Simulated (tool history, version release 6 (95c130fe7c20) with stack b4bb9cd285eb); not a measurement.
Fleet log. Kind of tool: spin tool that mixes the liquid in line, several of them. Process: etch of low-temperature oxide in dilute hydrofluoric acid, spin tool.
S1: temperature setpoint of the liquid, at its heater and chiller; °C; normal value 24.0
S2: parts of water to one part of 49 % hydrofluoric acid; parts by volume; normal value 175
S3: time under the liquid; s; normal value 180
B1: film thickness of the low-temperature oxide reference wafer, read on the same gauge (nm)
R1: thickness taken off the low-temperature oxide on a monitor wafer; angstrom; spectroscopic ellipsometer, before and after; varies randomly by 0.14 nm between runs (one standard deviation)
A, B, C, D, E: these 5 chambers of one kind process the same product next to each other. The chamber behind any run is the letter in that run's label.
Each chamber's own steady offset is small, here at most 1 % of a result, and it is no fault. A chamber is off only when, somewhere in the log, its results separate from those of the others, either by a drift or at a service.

run     day    S1   S2   S3      B1      R1
 1C   0.358  24.0  175  180  79.964  167.24
 2A   0.871  24.0  175  180  79.997  160.17
 3B   1.129  24.0  175  180  79.976  165.54
 4D   1.712  24.0  175  180  80.034  163.55
 5E   2.058  24.0  175  180  80.004  164.54
 6B   2.362  24.0  175  180  80.029  163.49
 7A   2.942  24.0  175  180  79.986  160.23
 8C   3.233  24.0  175  180  80.014  166.05
 9E   3.717  24.0  175  180  80.005  165.75
10D   4.058  24.0  175  180  80.019  161.77
11D   4.421  24.0  255  180  80.035  102.93
      4.679  -- chamber B: thermometer replaced
12A   4.708  24.0  255  180  80.018  101.63
13B   4.983  24.0  255  180  80.012  102.56
14E   5.250  24.0  255  180  79.997  102.55
15C   5.750  24.0  255  180  80.006  102.16
16D   6.083  24.0  175  180  79.972  165.07
17B   6.471  20.5  175  180  80.001  142.73
18C   6.808  20.5  175  180  80.009  141.51
19E   7.392  20.5  175  180  80.004  144.85
20A   7.942  20.5  175  180  80.010  139.47
21E   8.321  20.5  175  180  79.996  145.40
22A   8.862  24.0  175  180  80.006  161.90
23B   9.412  24.0  175  180  80.006  164.36
24D   9.667  24.0  175  180  80.018  162.28
25C  10.188  24.0  175  180  79.986  162.37
26D  10.562  24.0  175  180  79.993  163.69
27E  11.138  24.0  175  180  79.987  162.38
28A  11.446  24.0  175  180  80.010  164.67
29B  11.954  24.0  175  180  79.971  164.10
30C  12.404  24.0  175  180  80.018  161.95
31A  12.858  24.0  175  180  79.984  163.51
32D  13.125  24.0  175  180  80.018  160.40
33E  13.383  24.0  175  180  80.017  163.69

Which is it: a chamber that has drifted or been left off by a service, a gauge drift common to all chambers, or only each chamber's usual small offset? If a chamber is off, name it and its likeliest cause.

Nothing is wrong: each chamber keeps only its own small, steady offset and the gauge holds still.
